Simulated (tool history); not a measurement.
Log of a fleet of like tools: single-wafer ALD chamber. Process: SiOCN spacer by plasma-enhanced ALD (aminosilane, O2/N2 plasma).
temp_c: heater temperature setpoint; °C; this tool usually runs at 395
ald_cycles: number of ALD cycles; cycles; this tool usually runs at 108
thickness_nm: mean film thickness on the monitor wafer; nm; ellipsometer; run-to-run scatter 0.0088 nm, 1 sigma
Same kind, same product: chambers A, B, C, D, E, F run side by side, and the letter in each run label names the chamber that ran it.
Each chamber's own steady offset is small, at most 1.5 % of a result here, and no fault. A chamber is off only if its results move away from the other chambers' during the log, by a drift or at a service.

run	hour	temp_c	ald_cycles	read-back reference wafer on the same gauge, thickness_nm	thickness_nm
1C	6.4	395	108	5.9219	6.5684
2B	20.2	395	108	5.9236	6.5942
3A	33.3	395	108	5.9220	6.5450
4D	39.4	395	108	5.9242	6.5046
5E	48.0	395	108	5.9222	6.4379
6F	61.1	395	108	5.9252	6.5732
7E	69.0	395	108	5.9271	6.4439
8B	75.8	395	108	5.9248	6.6022
9D	87.6	381	108	5.9267	6.5164
10A	98.4	381	108	5.9288	6.5785
11F	108.4	381	108	5.9325	6.5634
12C	114.3	381	108	5.9301	6.5599
13B	120.6	381	108	5.9303	6.6103
14E	134.1	381	108	5.9320	6.4417
15A	140.3	395	108	5.9313	6.5619
16F	149.3	395	108	5.9337	6.5717
17C	161.1	395	108	5.9347	6.5847
18D	168.8	395	108	5.9336	6.5113
19F	180.0	395	108	5.9356	6.5799
20B	191.9	395	108	5.9377	6.5953
21A	201.3	395	108	5.9393	6.5658
22E	214.1	395	129	5.9360	7.7256
23D	221.8	395	129	5.9394	7.7924
24C	232.3	395	129	5.9409	7.8707
25C	239.5	395	129	5.9410	7.8569
26A	252.3	395	129	5.9413	7.8344
27F	258.5	395	129	5.9436	7.8544
28D	269.4	395	108	5.9428	6.5191
29E	283.0	406	87	5.9428	5.0734
30B	289.1	406	87	5.9432	5.2259
31D	296.0	406	87	5.9460	5.1669
32C	304.8	406	87	5.9448	5.2219
33A	316.9	406	87	5.9481	5.1978
34B	326.0	406	87	5.9485	5.2472
35F	334.9	395	108	5.9509	6.6026
36E	342.0	395	108	5.9485	6.4663
37E	348.3	395	108	5.9490	6.4690
38B	359.7	395	108	5.9495	6.6318
39F	369.5	395	108	5.9505	6.5870

All 6 chambers run these settings next. Forecast each chamber's results:
40A	379.4	395	108		?
40B	379.4	395	108		?
40C	379.4	395	108		?
40D	379.4	395	108		?
40E	379.4	395	108		?
40F	379.4	395	108		?

run	thickness_nm
40A	6.5813
40B	6.6348
40C	6.5881
40D	6.5473
40E	6.4593
40F	6.6016
